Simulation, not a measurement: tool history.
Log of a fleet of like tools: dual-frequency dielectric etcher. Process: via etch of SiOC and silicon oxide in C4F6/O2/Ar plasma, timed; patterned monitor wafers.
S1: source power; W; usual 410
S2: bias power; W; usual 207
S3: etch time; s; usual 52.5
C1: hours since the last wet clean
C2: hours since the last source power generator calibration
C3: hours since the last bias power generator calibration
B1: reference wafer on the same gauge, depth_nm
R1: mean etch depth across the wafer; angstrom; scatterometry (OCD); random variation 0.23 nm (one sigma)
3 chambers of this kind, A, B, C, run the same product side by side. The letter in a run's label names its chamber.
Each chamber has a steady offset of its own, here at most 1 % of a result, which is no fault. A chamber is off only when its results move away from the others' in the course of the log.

Run 1C, hour 6.9: usual settings; C1 424.7; C2 882; C3 1709.8; B1 64.725. Result: R1 624.17 angstrom.
Run 2B, hour 17.6: usual settings; C1 197.5; C2 2881.3; C3 1522.1; B1 64.705. Result: R1 620.78 angstrom.
Run 3A, hour 27.2: usual settings; C1 368.1; C2 2984.4; C3 2842.9; B1 64.704. Result: R1 627.75 angstrom.
Run 4A, hour 40.1: usual settings; C1 381; C2 2997.3; C3 2855.8; B1 64.765. Result: R1 625.12 angstrom.
At hour 40.5: chamber A: wet clean of the chamber.
Run 5C, hour 51: usual settings; C1 468.8; C2 926.1; C3 1753.9; B1 64.732. Result: R1 625.81 angstrom.
Run 6B, hour 59: usual settings; C1 238.9; C2 2922.7; C3 1563.5; B1 64.693. Result: R1 620.32 angstrom.
Run 7A, hour 71.8: usual settings; C1 31.3; C2 3029; C3 2887.5; B1 64.768. Result: R1 624.35 angstrom.
Run 8B, hour 79.7: usual settings but S1 470 W; C1 259.6; C2 2943.4; C3 1584.2; B1 64.772. Result: R1 649.79 angstrom.
Run 9C, hour 93.5: usual settings but S1 470 W; C1 511.3; C2 968.6; C3 1796.4; B1 64.632. Result: R1 657.57 angstrom.
Run 10A, hour 103.8: usual settings but S1 470 W; C1 63.3; C2 3061; C3 2919.5; B1 64.676. Result: R1 654.62 angstrom.
Run 11B, hour 111.4: usual settings; C1 291.3; C2 2975.1; C3 1615.9; B1 64.718. Result: R1 624.21 angstrom.
Run 12C, hour 119.8: usual settings; C1 537.6; C2 994.9; C3 1822.7; B1 64.697. Result: R1 622.12 angstrom.
Run 13A, hour 126: usual settings; C1 85.5; C2 3083.2; C3 2941.7; B1 64.681. Result: R1 623.66 angstrom.
At hour 129.1: chamber C: wet clean of the chamber.
Run 14B, hour 133.3: usual settings; C1 313.2; C2 2997; C3 1637.8; B1 64.68. Result: R1 617.1 angstrom.
Run 15C, hour 139.3: usual settings; C1 10.3; C2 1014.4; C3 1842.2; B1 64.72. Result: R1 634.43 angstrom.
Run 16B, hour 148.1: usual settings; C1 328; C2 3011.8; C3 1652.6; B1 64.643. Result: R1 619.01 angstrom.
Run 17C, hour 160.6: usual settings; C1 31.6; C2 1035.7; C3 1863.5; B1 64.69. Result: R1 635.64 angstrom.
Run 18A, hour 174.4: usual settings; C1 133.9; C2 3131.6; C3 2990.1; B1 64.654. Result: R1 620.74 angstrom.
Run 19B, hour 185.6: usual settings; C1 365.5; C2 3049.3; C3 1690.1; B1 64.735. Result: R1 620.2 angstrom.
Run 20A, hour 194.6: usual settings; C1 154.1; C2 3151.8; C3 3010.3; B1 64.664. Result: R1 626.07 angstrom.
Run 21C, hour 203.2: usual settings; C1 74.2; C2 1078.3; C3 1906.1; B1 64.649. Result: R1 636.69 angstrom.
Run 22A, hour 213: usual settings; C1 172.5; C2 3170.2; C3 3028.7; B1 64.649. Result: R1 624.82 angstrom.
Run 23C, hour 223.6: usual settings but S1 460 W, S2 165 W; C1 94.6; C2 1098.7; C3 1926.5; B1 64.703. Result: R1 619.42 angstrom.
At hour 232.3: chamber B: wet clean of the chamber.
Run 24B, hour 234.4: usual settings but S1 460 W, S2 165 W; C1 2.2; C2 3098.1; C3 1738.9; B1 64.705. Result: R1 600.31 angstrom.
Run 25C, hour 240.4: usual settings but S1 460 W, S2 165 W; C1 111.4; C2 1115.5; C3 1943.3; B1 64.656. Result: R1 618.43 angstrom.
Run 26A, hour 252.3: usual settings; C1 211.8; C2 3209.5; C3 3068; B1 64.762. Result: R1 628.54 angstrom.
Run 27B, hour 259.6: usual settings; C1 27.4; C2 3123.3; C3 1764.1; B1 64.72. Result: R1 622.97 angstrom.
Run 28B, hour 272.2: usual settings; C1 40; C2 3135.9; C3 1776.7; B1 64.698. Result: R1 621.75 angstrom.
Run 29C, hour 280.3: usual settings; C1 151.3; C2 1155.4; C3 1983.2; B1 64.738. Result: R1 640.08 angstrom.
Run 30A, hour 292.4: usual settings; C1 251.9; C2 3249.6; C3 3108.1; B1 64.686. Result: R1 627.37 angstrom.
Run 31A, hour 304.4: usual settings; C1 263.9; C2 3261.6; C3 3120.1; B1 64.718. Result: R1 622.14 angstrom.
Run 32B, hour 314.7: usual settings; C1 82.5; C2 3178.4; C3 1819.2; B1 64.712. Result: R1 617.64 angstrom.
Run 33C, hour 327.7: usual settings but S2 245 W; C1 198.7; C2 1202.8; C3 2030.6; B1 64.71. Result: R1 677.61 angstrom.
Run 34A, hour 337.3: usual settings but S2 245 W; C1 296.8; C2 3294.5; C3 3153; B1 64.666. Result: R1 663.22 angstrom.
Run 35B, hour 345.2: usual settings but S2 245 W; C1 113; C2 3208.9; C3 1849.7; B1 64.722. Result: R1 655.5 angstrom.

What goes on in this fleet: one chamber off, a drifting gauge, or nothing beyond the chambers' own small offsets? Name the chamber and the cause, if any.

A service left chamber C off against the others.
Cause: etch rate over this chamber's usual, % = 1.99.

Here are 4 candidates for chamber C's next run, each the usual settings with a change, their results left as question marks. Which one brings its results back in line with what the others give on the usual settings?
In line means no further than this from the other chambers' mean on the usual settings: R1 8 angstrom
Run 36C-1, hour 355.1: usual settings but S1 400 W, S2 201 W. Result: R1 ?.
Run 36C-2, hour 355.1: usual settings but S2 209 W, S3 55 s. Result: R1 ?.
Run 36C-3, hour 355.1: usual settings but S2 208 W, S3 53.5 s. Result: R1 ?.
Run 36C-4, hour 355.1: usual settings but S2 179 W. Result: R1 ?.

The other chambers' mean on the usual settings: R1 623.07 angstrom
  run      R1
36C-1   625.4
36C-2  670.05
36C-3  650.72
36C-4  607.56
36C-1 brings the chamber back in line.
